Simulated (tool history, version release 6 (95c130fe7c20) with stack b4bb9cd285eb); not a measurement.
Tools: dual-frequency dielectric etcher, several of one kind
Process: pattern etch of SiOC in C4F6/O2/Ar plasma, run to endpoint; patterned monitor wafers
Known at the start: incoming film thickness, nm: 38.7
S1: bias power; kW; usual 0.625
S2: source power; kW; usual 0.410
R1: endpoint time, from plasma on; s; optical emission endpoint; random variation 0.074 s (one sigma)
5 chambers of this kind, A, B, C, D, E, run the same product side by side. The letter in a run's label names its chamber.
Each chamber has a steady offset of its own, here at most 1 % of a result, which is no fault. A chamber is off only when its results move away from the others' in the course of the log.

Run 1D, day 0.412: usual settings. Result: R1 11.845 s.
Run 2B, day 0.888: usual settings. Result: R1 11.754 s.
At day 1.042: chamber A: wet clean of the chamber.
Run 3E, day 1.392: usual settings. Result: R1 11.853 s.
Run 4A, day 1.892: usual settings. Result: R1 12.075 s.
Run 5C, day 2.196: usual settings. Result: R1 11.761 s.
Run 6E, day 2.617: usual settings. Result: R1 11.721 s.
Run 7B, day 3.100: usual settings. Result: R1 11.962 s.
Run 8A, day 3.512: usual settings. Result: R1 12.037 s.
Run 9D, day 4.029: usual settings. Result: R1 11.864 s.
Run 10C, day 4.508: usual settings. Result: R1 11.722 s.
Run 11C, day 4.921: usual settings. Result: R1 11.694 s.
Run 12E, day 5.217: usual settings. Result: R1 11.849 s.
At day 5.500: chamber C: wet clean of the chamber.
Run 13D, day 5.629: usual settings. Result: R1 11.883 s.
Run 14A, day 6.021: usual settings. Result: R1 12.052 s.
Run 15B, day 6.308: usual settings. Result: R1 11.801 s.
Run 16D, day 6.596: usual settings but S2 0.350 kW. Result: R1 12.743 s.
Run 17A, day 7.133: usual settings but S2 0.350 kW. Result: R1 12.596 s.
Run 18B, day 7.475: usual settings but S2 0.350 kW. Result: R1 12.477 s.
Run 19C, day 7.933: usual settings but S2 0.350 kW. Result: R1 12.460 s.
Run 20E, day 8.333: usual settings but S2 0.350 kW. Result: R1 12.399 s.
Run 21A, day 8.617: usual settings. Result: R1 11.889 s.
Run 22D, day 8.892: usual settings. Result: R1 11.913 s.
At day 9.033: chamber D: wet clean of the chamber.
Run 23B, day 9.417: usual settings. Result: R1 11.790 s.
At day 9.850: chamber E: wet clean of the chamber.
Run 24E, day 9.950: usual settings but S1 0.487 kW, S2 0.350 kW. Result: R1 13.945 s.
At day 10.238: chamber A: bias power generator calibrated.
Run 25C, day 10.300: usual settings but S1 0.487 kW, S2 0.350 kW. Result: R1 13.898 s.
Run 26A, day 10.588: usual settings but S1 0.487 kW, S2 0.350 kW. Result: R1 13.927 s.
Run 27E, day 10.900: usual settings but S1 0.487 kW, S2 0.350 kW. Result: R1 13.795 s.
Run 28D, day 11.267: usual settings but S1 0.487 kW, S2 0.350 kW. Result: R1 13.248 s.
At day 11.508: chamber E: source power generator calibrated.
Run 29C, day 11.850: usual settings. Result: R1 11.632 s.
Run 30B, day 12.333: usual settings. Result: R1 11.849 s.
Run 31E, day 12.708: usual settings. Result: R1 11.870 s.
Run 32A, day 13.225: usual settings. Result: R1 11.889 s.
Run 33C, day 13.704: usual settings but S1 0.479 kW, S2 0.360 kW. Result: R1 13.604 s.
Run 34D, day 14.192: usual settings but S1 0.479 kW, S2 0.360 kW. Result: R1 13.211 s.
Run 35B, day 14.704: usual settings but S1 0.479 kW, S2 0.360 kW. Result: R1 13.828 s.
Run 36B, day 15.004: usual settings but S1 0.479 kW, S2 0.360 kW. Result: R1 13.730 s.
Run 37E, day 15.412: usual settings but S1 0.479 kW, S2 0.360 kW. Result: R1 13.863 s.
Run 38C, day 15.754: usual settings. Result: R1 11.820 s.
Run 39D, day 16.238: usual settings. Result: R1 11.301 s.
Run 40A, day 16.733: usual settings. Result: R1 12.032 s.
Run 41D, day 16.988: usual settings. Result: R1 11.391 s.
Run 42E, day 17.475: usual settings but S1 0.542 kW, S2 0.480 kW. Result: R1 11.797 s.

What goes on in this fleet: one chamber off, a drifting gauge, or nothing beyond the chambers' own small offsets? Name the chamber and the cause, if any.

A service left chamber D off against the others.
Cause: etch rate over this chamber's usual, % = 4.47.

Here are 4 candidates for chamber D's next run, each the usual settings with a change, their results left as question marks. Which one brings its results back in line with what the others give on the usual settings?
In line means no further than this from the other chambers' mean on the usual settings: R1 0.260 s
Run 43D-1, day 17.896: usual settings but S1 0.694 kW, S2 0.450 kW. Result: R1 ?.
Run 43D-2, day 17.896: usual settings but S1 0.560 kW. Result: R1 ?.
Run 43D-3, day 17.896: usual settings but S1 0.556 kW, S2 0.370 kW. Result: R1 ?.
Run 43D-4, day 17.896: usual settings but S1 0.690 kW. Result: R1 ?.

The other chambers' mean on the usual settings: R1 11.836 s
  run      R1
43D-1  10.561
43D-2  11.852
43D-3  12.340
43D-4  10.949
43D-2 brings the chamber back in line.
